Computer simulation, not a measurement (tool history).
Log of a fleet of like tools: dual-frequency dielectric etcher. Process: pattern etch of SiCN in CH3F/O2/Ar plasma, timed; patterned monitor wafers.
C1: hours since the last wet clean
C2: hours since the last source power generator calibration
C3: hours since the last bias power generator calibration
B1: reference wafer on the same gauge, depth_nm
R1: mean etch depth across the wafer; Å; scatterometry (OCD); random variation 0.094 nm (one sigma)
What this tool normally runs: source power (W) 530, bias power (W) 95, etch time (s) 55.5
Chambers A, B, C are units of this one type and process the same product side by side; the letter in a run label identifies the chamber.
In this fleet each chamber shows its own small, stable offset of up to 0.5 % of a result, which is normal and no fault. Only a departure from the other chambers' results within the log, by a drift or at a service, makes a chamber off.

Run 1B, hour 6.5: usual settings; C1 75.7; C2 1568.2; C3 133.5; B1 21.915. Result: R1 254.61 Å.
Run 2A, hour 12: usual settings; C1 398; C2 3734.4; C3 39.2; B1 21.904. Result: R1 255.45 Å.
Run 3C, hour 18.1: usual settings; C1 292.7; C2 3758.9; C3 431.1; B1 21.903. Result: R1 255.59 Å.
Run 4B, hour 21.5: usual settings; C1 90.7; C2 1583.2; C3 148.5; B1 21.907. Result: R1 254.06 Å.
Run 5A, hour 27.2: usual settings; C1 413.2; C2 3749.6; C3 54.4; B1 21.889. Result: R1 255.05 Å.
Run 6C, hour 33.1: usual settings; C1 307.7; C2 3773.9; C3 446.1; B1 21.903. Result: R1 257.02 Å.
At hour 33.2: chamber A: wet clean of the chamber.
Run 7A, hour 38: usual settings; C1 4.9; C2 3760.4; C3 65.2; B1 21.912. Result: R1 255.39 Å.
Run 8B, hour 43.8: usual settings; C1 113; C2 1605.5; C3 170.8; B1 21.902. Result: R1 255.55 Å.
Run 9C, hour 47.2: usual settings but source power (W) 610; C1 321.8; C2 3788; C3 460.2; B1 21.876. Result: R1 269.79 Å.
Run 10C, hour 52.1: usual settings but source power (W) 610; C1 326.7; C2 3792.9; C3 465.1; B1 21.899. Result: R1 269.6 Å.
Run 11A, hour 59.1: usual settings but source power (W) 610; C1 26; C2 3781.5; C3 86.3; B1 21.897. Result: R1 270.95 Å.
Run 12B, hour 63.8: usual settings; C1 133; C2 1625.5; C3 190.8; B1 21.888. Result: R1 255.45 Å.
Run 13A, hour 69.7: usual settings; C1 36.6; C2 3792.1; C3 96.9; B1 21.898. Result: R1 254.75 Å.
Run 14C, hour 74.2: usual settings; C1 348.8; C2 3815; C3 487.2; B1 21.883. Result: R1 257.21 Å.
Run 15B, hour 80.2: usual settings; C1 149.4; C2 1641.9; C3 207.2; B1 21.88. Result: R1 256.03 Å.
Run 16C, hour 86.7: usual settings; C1 361.3; C2 3827.5; C3 499.7; B1 21.884. Result: R1 256.86 Å.
At hour 92.8: chamber C: wet clean of the chamber.
Run 17A, hour 93.8: usual settings; C1 60.7; C2 3816.2; C3 121; B1 21.891. Result: R1 257.55 Å.
Run 18B, hour 100.9: usual settings; C1 170.1; C2 1662.6; C3 227.9; B1 21.923. Result: R1 253.59 Å.
Run 19B, hour 106.9: usual settings; C1 176.1; C2 1668.6; C3 233.9; B1 21.913. Result: R1 255.23 Å.
Run 20A, hour 111.1: usual settings; C1 78; C2 3833.5; C3 138.3; B1 21.888. Result: R1 254.77 Å.
At hour 118.3: chamber C: source power generator calibrated.
Run 21C, hour 118.3: usual settings; C1 25.5; C2 0.1; C3 531.3; B1 21.903. Result: R1 245.29 Å.
Run 22C, hour 122.2: usual settings; C1 29.4; C2 4; C3 535.2; B1 21.902. Result: R1 244.41 Å.
Run 23A, hour 127.2: usual settings; C1 94.1; C2 3849.6; C3 154.4; B1 21.873. Result: R1 255.67 Å.
Run 24B, hour 132.8: usual settings; C1 202; C2 1694.5; C3 259.8; B1 21.905. Result: R1 252.8 Å.
Run 25A, hour 137.3: usual settings; C1 104.2; C2 3859.7; C3 164.5; B1 21.904. Result: R1 255.28 Å.
Run 26B, hour 142.9: usual settings; C1 212.1; C2 1704.6; C3 269.9; B1 21.882. Result: R1 254.01 Å.
Run 27C, hour 147.5: usual settings; C1 54.7; C2 29.3; C3 560.5; B1 21.893. Result: R1 245.12 Å.
Run 28C, hour 152.1: usual settings; C1 59.3; C2 33.9; C3 565.1; B1 21.876. Result: R1 245.67 Å.
Run 29A, hour 157: usual settings; C1 123.9; C2 3879.4; C3 184.2; B1 21.911. Result: R1 257.55 Å.
Run 30B, hour 163.6: usual settings; C1 232.8; C2 1725.3; C3 290.6; B1 21.904. Result: R1 254.66 Å.
Run 31A, hour 170.3: usual settings but bias power (W) 73; C1 137.2; C2 3892.7; C3 197.5; B1 21.896. Result: R1 231.72 Å.
Run 32B, hour 173.6: usual settings but bias power (W) 73; C1 242.8; C2 1735.3; C3 300.6; B1 21.907. Result: R1 231 Å.
Run 33C, hour 179.8: usual settings but bias power (W) 73; C1 87; C2 61.6; C3 592.8; B1 21.892. Result: R1 224.45 Å.
Run 34A, hour 185.1: usual settings; C1 152; C2 3907.5; C3 212.3; B1 21.896. Result: R1 256.12 Å.
Run 35C, hour 192.1: usual settings; C1 99.3; C2 73.9; C3 605.1; B1 21.896. Result: R1 244.45 Å.
Run 36B, hour 197.5: usual settings; C1 266.7; C2 1759.2; C3 324.5; B1 21.896. Result: R1 255.23 Å.
Run 37A, hour 203.2: usual settings; C1 170.1; C2 3925.6; C3 230.4; B1 21.891. Result: R1 256.65 Å.
Run 38C, hour 207.9: usual settings; C1 115.1; C2 89.7; C3 620.9; B1 21.898. Result: R1 244.78 Å.
Run 39B, hour 215.1: usual settings; C1 284.3; C2 1776.8; C3 342.1; B1 21.895. Result: R1 253.69 Å.
Run 40C, hour 220.7: usual settings but etch time (s) 68.5; C1 127.9; C2 102.5; C3 633.7; B1 21.898. Result: R1 301.87 Å.
Run 41B, hour 226.5: usual settings but etch time (s) 68.5; C1 295.7; C2 1788.2; C3 353.5; B1 21.899. Result: R1 316.43 Å.

What goes on in this fleet: one chamber off, a drifting gauge, or nothing beyond the chambers' own small offsets? Name the chamber and the cause, if any.

Chamber C came out of a service off from its peers and stayed that way.
What lies behind it: etch rate under this chamber's usual, % = 4.26.

Chamber C could run next with any of the 4 candidate recipes listed below; each alters the usual settings, and their results appear as question marks. Which one brings its results back in line with what the other chambers deliver on the usual settings?
In line here means within this much of the mean the other chambers give on the usual settings: R1 3.3 Å
Run 42C-1, hour 231.7: usual settings but bias power (W) 94, etch time (s) 53.5. Result: R1 ?.
Run 42C-2, hour 231.7: usual settings but source power (W) 580, bias power (W) 104. Result: R1 ?.
Run 42C-3, hour 231.7: usual settings but etch time (s) 57.5. Result: R1 ?.
Run 42C-4, hour 231.7: usual settings but source power (W) 520, bias power (W) 94, etch time (s) 52.5. Result: R1 ?.

Mean of the other chambers on the usual settings: R1 255.26 Å
  run      R1
42C-1  235.42
42C-2  262.08
42C-3  254.01
42C-4   229.4
The answer is 42C-3, which returns the chamber to within the allowed miss of the others.
